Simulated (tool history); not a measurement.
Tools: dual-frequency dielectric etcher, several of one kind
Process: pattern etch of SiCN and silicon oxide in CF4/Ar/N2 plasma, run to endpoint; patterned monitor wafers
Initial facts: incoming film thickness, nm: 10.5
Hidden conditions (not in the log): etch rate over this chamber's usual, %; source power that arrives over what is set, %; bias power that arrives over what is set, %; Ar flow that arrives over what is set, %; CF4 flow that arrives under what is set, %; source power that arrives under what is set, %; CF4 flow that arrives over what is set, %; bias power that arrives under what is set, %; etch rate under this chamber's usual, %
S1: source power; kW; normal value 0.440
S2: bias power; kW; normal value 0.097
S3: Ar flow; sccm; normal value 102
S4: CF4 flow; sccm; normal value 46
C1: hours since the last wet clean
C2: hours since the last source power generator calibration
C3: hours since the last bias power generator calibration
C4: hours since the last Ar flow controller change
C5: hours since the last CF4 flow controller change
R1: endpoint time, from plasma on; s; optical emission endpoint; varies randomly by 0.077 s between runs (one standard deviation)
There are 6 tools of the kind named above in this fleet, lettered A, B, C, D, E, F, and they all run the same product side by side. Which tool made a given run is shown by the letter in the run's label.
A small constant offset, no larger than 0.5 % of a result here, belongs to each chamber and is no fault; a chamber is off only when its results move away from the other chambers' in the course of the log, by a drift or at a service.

Run 1A, day 0.350: usual settings; C1 247.4; C2 968.2; C3 1091.2; C4 1212.0; C5 906.0. Result: R1 11.8870 s.
Run 2C, day 0.671: usual settings; C1 194.2; C2 570.5; C3 1097.5; C4 484.3; C5 692.0. Result: R1 11.9690 s.
Run 3D, day 0.992: usual settings; C1 346.1; C2 928.3; C3 1089.9; C4 3696.1; C5 2207.1. Result: R1 11.9700 s.
At day 1.192: chamber B: wet clean of the chamber.
Run 4E, day 1.388: usual settings; C1 442.6; C2 1359.0; C3 1173.7; C4 249.2; C5 4611.8. Result: R1 11.9330 s.
Run 5F, day 1.808: usual settings; C1 250.2; C2 857.7; C3 2686.0; C4 1181.1; C5 4708.3. Result: R1 12.0650 s.
Run 6B, day 2.050: usual settings; C1 20.7; C2 77.9; C3 3408.8; C4 2483.9; C5 2680.4. Result: R1 12.0280 s.
Run 7F, day 2.362: usual settings; C1 263.5; C2 871.0; C3 2699.3; C4 1194.4; C5 4721.6. Result: R1 12.0150 s.
At day 2.829: chamber B: Ar flow controller replaced.
Run 8C, day 2.846: usual settings; C1 246.4; C2 622.7; C3 1149.7; C4 536.5; C5 744.2. Result: R1 11.9810 s.
Run 9E, day 3.217: usual settings; C1 486.5; C2 1402.9; C3 1217.6; C4 293.1; C5 4655.7. Result: R1 11.9490 s.
Run 10D, day 3.717: usual settings; C1 411.5; C2 993.7; C3 1155.3; C4 3761.5; C5 2272.5. Result: R1 11.9200 s.
At day 3.733: chamber A: wet clean of the chamber.
Run 11A, day 4.142: usual settings; C1 9.8; C2 1059.2; C3 1182.2; C4 1303.0; C5 997.0. Result: R1 11.8820 s.
Run 12B, day 4.621: usual settings; C1 82.4; C2 139.6; C3 3470.5; C4 43.1; C5 2742.1. Result: R1 11.8760 s.
At day 4.933: chamber E: wet clean of the chamber.
Run 13F, day 5.088: usual settings; C1 328.9; C2 936.4; C3 2764.7; C4 1259.8; C5 4787.0. Result: R1 12.0980 s.
Run 14E, day 5.433: usual settings but S2 0.080 kW, S4 41 sccm; C1 12.1; C2 1456.1; C3 1270.8; C4 346.3; C5 4708.9. Result: R1 13.8780 s.
At day 5.667: chamber D: Ar flow controller replaced.
Run 15B, day 5.758: usual settings but S2 0.080 kW, S4 41 sccm; C1 109.7; C2 166.9; C3 3497.8; C4 70.4; C5 2769.4. Result: R1 13.1030 s.
Run 16D, day 6.042: usual settings but S2 0.080 kW, S4 41 sccm; C1 467.3; C2 1049.5; C3 1211.1; C4 9.1; C5 2328.3. Result: R1 12.9890 s.
Run 17C, day 6.588: usual settings but S2 0.080 kW, S4 41 sccm; C1 336.2; C2 712.5; C3 1239.5; C4 626.3; C5 834.0. Result: R1 12.9790 s.
At day 6.925: chamber F: wet clean of the chamber.
Run 18A, day 6.954: usual settings but S2 0.080 kW, S4 41 sccm; C1 77.3; C2 1126.7; C3 1249.7; C4 1370.5; C5 1064.5. Result: R1 12.9210 s.
Run 19E, day 7.317: usual settings but S2 0.080 kW, S4 41 sccm; C1 57.3; C2 1501.3; C3 1316.0; C4 391.5; C5 4754.1. Result: R1 13.7760 s.
Run 20A, day 7.779: usual settings but S3 90 sccm, S4 36 sccm; C1 97.1; C2 1146.5; C3 1269.5; C4 1390.3; C5 1084.3. Result: R1 12.1700 s.
Run 21D, day 8.025: usual settings but S3 90 sccm, S4 36 sccm; C1 514.9; C2 1097.1; C3 1258.7; C4 56.7; C5 2375.9. Result: R1 12.2710 s.
Run 22B, day 8.492: usual settings but S3 90 sccm, S4 36 sccm; C1 175.3; C2 232.5; C3 3563.4; C4 136.0; C5 2835.0. Result: R1 12.2730 s.
At day 8.696: chamber B: bias power generator calibrated.
Run 23F, day 8.933: usual settings but S3 90 sccm, S4 36 sccm; C1 48.3; C2 1028.7; C3 2857.0; C4 1352.1; C5 4879.3. Result: R1 12.2250 s.
Run 24C, day 9.400: usual settings but S3 90 sccm, S4 36 sccm; C1 403.7; C2 780.0; C3 1307.0; C4 693.8; C5 901.5. Result: R1 12.2350 s.
Run 25C, day 9.758: usual settings but S3 90 sccm, S4 36 sccm; C1 412.3; C2 788.6; C3 1315.6; C4 702.4; C5 910.1. Result: R1 12.0850 s.
Run 26E, day 10.267: usual settings but S3 87 sccm; C1 128.1; C2 1572.1; C3 1386.8; C4 462.3; C5 4824.9. Result: R1 12.1670 s.
Run 27F, day 10.650: usual settings but S3 87 sccm; C1 89.5; C2 1069.9; C3 2898.2; C4 1393.3; C5 4920.5. Result: R1 11.7330 s.
Run 28D, day 10.942: usual settings but S3 87 sccm; C1 584.9; C2 1167.1; C3 1328.7; C4 126.7; C5 2445.9. Result: R1 11.6660 s.
Run 29A, day 11.296: usual settings but S3 87 sccm; C1 181.5; C2 1230.9; C3 1353.9; C4 1474.7; C5 1168.7. Result: R1 11.7050 s.
Run 30B, day 11.612: usual settings but S3 87 sccm; C1 250.2; C2 307.4; C3 70.0; C4 210.9; C5 2909.9. Result: R1 11.7550 s.
Run 31B, day 11.979: usual settings but S3 87 sccm; C1 259.0; C2 316.2; C3 78.8; C4 219.7; C5 2918.7. Result: R1 11.7720 s.
Run 32D, day 12.458: usual settings but S3 119 sccm, S4 57 sccm; C1 621.3; C2 1203.5; C3 1365.1; C4 163.1; C5 2482.3. Result: R1 11.9300 s.
Run 33F, day 12.975: usual settings but S3 119 sccm, S4 57 sccm; C1 145.3; C2 1125.7; C3 2954.0; C4 1449.1; C5 4976.3. Result: R1 11.9150 s.
Run 34E, day 13.238: usual settings but S3 119 sccm, S4 57 sccm; C1 199.4; C2 1643.4; C3 1458.1; C4 533.6; C5 4896.2. Result: R1 12.3740 s.
Run 35C, day 13.496: usual settings but S3 119 sccm, S4 57 sccm; C1 502.0; C2 878.3; C3 1405.3; C4 792.1; C5 999.8. Result: R1 11.7740 s.
Run 36A, day 13.771: usual settings but S3 119 sccm, S4 57 sccm; C1 240.9; C2 1290.3; C3 1413.3; C4 1534.1; C5 1228.1. Result: R1 11.8810 s.
Run 37A, day 14.025: usual settings but S3 119 sccm, S4 57 sccm; C1 247.0; C2 1296.4; C3 1419.4; C4 1540.2; C5 1234.2. Result: R1 11.8870 s.

Has any chamber moved away from the others, gradually or after a service, or does the common gauge drift, or do the chambers differ only by their own small steady offsets? State the chamber and the most likely cause if one applies.

A service on chamber E put it out of line with the rest.
What lies behind it: etch rate under this chamber's usual, % = 4.18.

Chamber E could run next with any of the 4 candidate recipes listed below; each alters the usual settings, and their results appear as question marks. Which one brings its results back in line with what the other chambers deliver on the usual settings?
In line here means within this much of the mean the other chambers give on the usual settings: R1 0.2700 s
Run 38E-1, day 14.425: usual settings but S1 0.420 kW, S3 103 sccm. Result: R1 ?.
Run 38E-2, day 14.425: usual settings but S1 0.480 kW, S3 100 sccm, S4 47 sccm. Result: R1 ?.
Run 38E-3, day 14.425: usual settings but S3 133 sccm, S4 33 sccm. Result: R1 ?.
Run 38E-4, day 14.425: usual settings but S2 0.109 kW. Result: R1 ?.

The mean the other chambers reach with the usual settings: R1 11.9640 s
  run       R1
38E-1  13.0840
38E-2  11.5860
38E-3  13.7220
38E-4  12.0090
38E-4 brings the chamber back in line.
